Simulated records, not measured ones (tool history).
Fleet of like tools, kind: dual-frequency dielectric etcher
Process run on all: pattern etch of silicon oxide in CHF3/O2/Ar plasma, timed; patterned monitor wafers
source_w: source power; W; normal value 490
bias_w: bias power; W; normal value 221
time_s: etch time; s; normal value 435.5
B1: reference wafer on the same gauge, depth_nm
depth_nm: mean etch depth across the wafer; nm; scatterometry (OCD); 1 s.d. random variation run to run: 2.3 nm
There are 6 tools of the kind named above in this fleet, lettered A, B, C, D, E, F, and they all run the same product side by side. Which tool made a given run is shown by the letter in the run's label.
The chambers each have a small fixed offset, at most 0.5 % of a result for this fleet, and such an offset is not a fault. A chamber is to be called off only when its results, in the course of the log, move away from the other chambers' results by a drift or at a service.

run 1C hour=6.7 | source_w=490 bias_w=221 time_s=435.5 | B1=1024.3 | depth_nm=854.07
run 2A hour=15.4 | source_w=490 bias_w=221 time_s=435.5 | B1=1024.9 | depth_nm=857.72
run 3F hour=24 | source_w=490 bias_w=221 time_s=435.5 | B1=1024.3 | depth_nm=857.78
run 4D hour=32.9 | source_w=490 bias_w=221 time_s=435.5 | B1=1023.3 | depth_nm=858.65
run 5B hour=40.5 | source_w=490 bias_w=221 time_s=435.5 | B1=1024.1 | depth_nm=860.67
run 6E hour=46 | source_w=490 bias_w=221 time_s=435.5 | B1=1023.3 | depth_nm=853.4
run 7F hour=54.2 | source_w=490 bias_w=221 time_s=435.5 | B1=1024.2 | depth_nm=860.81
-- hour=56.5 chamber D: wet clean of the chamber
run 8C hour=59.5 | source_w=490 bias_w=221 time_s=363 | B1=1024.4 | depth_nm=712.18
run 9B hour=66.3 | source_w=490 bias_w=221 time_s=363 | B1=1024.1 | depth_nm=719.44
run 10A hour=72 | source_w=490 bias_w=221 time_s=363 | B1=1023.5 | depth_nm=711.69
run 11D hour=77 | source_w=490 bias_w=221 time_s=363 | B1=1024.1 | depth_nm=712.44
run 12E hour=81 | source_w=490 bias_w=221 time_s=363 | B1=1023.7 | depth_nm=713.58
run 13E hour=89.6 | source_w=490 bias_w=221 time_s=363 | B1=1024.8 | depth_nm=713.21
run 14B hour=94.6 | source_w=490 bias_w=221 time_s=551.5 | B1=1024.5 | depth_nm=1086.9
run 15D hour=103.4 | source_w=490 bias_w=221 time_s=551.5 | B1=1023.5 | depth_nm=1085
-- hour=105.6 chamber C: wet clean of the chamber
run 16A hour=107.8 | source_w=490 bias_w=221 time_s=551.5 | B1=1023.6 | depth_nm=1089.3
run 17F hour=113.2 | source_w=490 bias_w=221 time_s=551.5 | B1=1023.6 | depth_nm=1086.1
run 18C hour=121 | source_w=490 bias_w=221 time_s=551.5 | B1=1024.2 | depth_nm=1101.6
run 19A hour=126.7 | source_w=490 bias_w=221 time_s=551.5 | B1=1024.3 | depth_nm=1091.5
run 20D hour=131.8 | source_w=490 bias_w=192 time_s=435.5 | B1=1023.5 | depth_nm=816.42
run 21F hour=139.5 | source_w=490 bias_w=192 time_s=435.5 | B1=1023.9 | depth_nm=820.2
run 22B hour=148.4 | source_w=490 bias_w=192 time_s=435.5 | B1=1024.3 | depth_nm=821.06
run 23C hour=154.1 | source_w=490 bias_w=192 time_s=435.5 | B1=1023.8 | depth_nm=830.72
run 24E hour=161.3 | source_w=490 bias_w=192 time_s=435.5 | B1=1023.9 | depth_nm=813.58
run 25B hour=167.1 | source_w=490 bias_w=192 time_s=435.5 | B1=1023.9 | depth_nm=818.55
-- hour=167.9 chamber E: wet clean of the chamber
run 26C hour=174.6 | source_w=490 bias_w=221 time_s=435.5 | B1=1023.7 | depth_nm=870.27
run 27F hour=179.2 | source_w=490 bias_w=221 time_s=435.5 | B1=1024 | depth_nm=855.08
run 28E hour=184.1 | source_w=490 bias_w=221 time_s=435.5 | B1=1024.2 | depth_nm=855.01
run 29D hour=189.9 | source_w=490 bias_w=221 time_s=435.5 | B1=1024.1 | depth_nm=852.49
run 30A hour=198.9 | source_w=490 bias_w=196 time_s=435.5 | B1=1023.6 | depth_nm=817.32
run 31E hour=205.7 | source_w=490 bias_w=196 time_s=435.5 | B1=1023.4 | depth_nm=823.09
run 32B hour=212.9 | source_w=490 bias_w=196 time_s=435.5 | B1=1023.6 | depth_nm=823.14
run 33C hour=218.6 | source_w=490 bias_w=196 time_s=435.5 | B1=1023.5 | depth_nm=834.81
run 34F hour=225.3 | source_w=490 bias_w=196 time_s=435.5 | B1=1024.5 | depth_nm=822.79
run 35D hour=231.5 | source_w=490 bias_w=196 time_s=435.5 | B1=1024.3 | depth_nm=822.79
run 36A hour=235.8 | source_w=490 bias_w=221 time_s=435.5 | B1=1024 | depth_nm=858.24
run 37D hour=240.8 | source_w=490 bias_w=221 time_s=435.5 | B1=1023.9 | depth_nm=857.29
run 38E hour=246.6 | source_w=490 bias_w=221 time_s=435.5 | B1=1024.1 | depth_nm=854.74
run 39A hour=252.6 | source_w=490 bias_w=221 time_s=435.5 | B1=1023.9 | depth_nm=858.17
run 40B hour=260.9 | source_w=490 bias_w=221 time_s=435.5 | B1=1023.9 | depth_nm=857.47

The same settings go to every chamber for the next run, one line per chamber below. Forecast the results for each:
run 41A hour=267.4 | source_w=490 bias_w=271 time_s=435.5 | depth_nm=?
run 41B hour=267.4 | source_w=490 bias_w=271 time_s=435.5 | depth_nm=?
run 41C hour=267.4 | source_w=490 bias_w=271 time_s=435.5 | depth_nm=?
run 41D hour=267.4 | source_w=490 bias_w=271 time_s=435.5 | depth_nm=?
run 41E hour=267.4 | source_w=490 bias_w=271 time_s=435.5 | depth_nm=?
run 41F hour=267.4 | source_w=490 bias_w=271 time_s=435.5 | depth_nm=?

run=41A depth_nm=925.01
run=41B depth_nm=923.06
run=41C depth_nm=937.14
run=41D depth_nm=924.14
run=41E depth_nm=920.08
run=41F depth_nm=924.01

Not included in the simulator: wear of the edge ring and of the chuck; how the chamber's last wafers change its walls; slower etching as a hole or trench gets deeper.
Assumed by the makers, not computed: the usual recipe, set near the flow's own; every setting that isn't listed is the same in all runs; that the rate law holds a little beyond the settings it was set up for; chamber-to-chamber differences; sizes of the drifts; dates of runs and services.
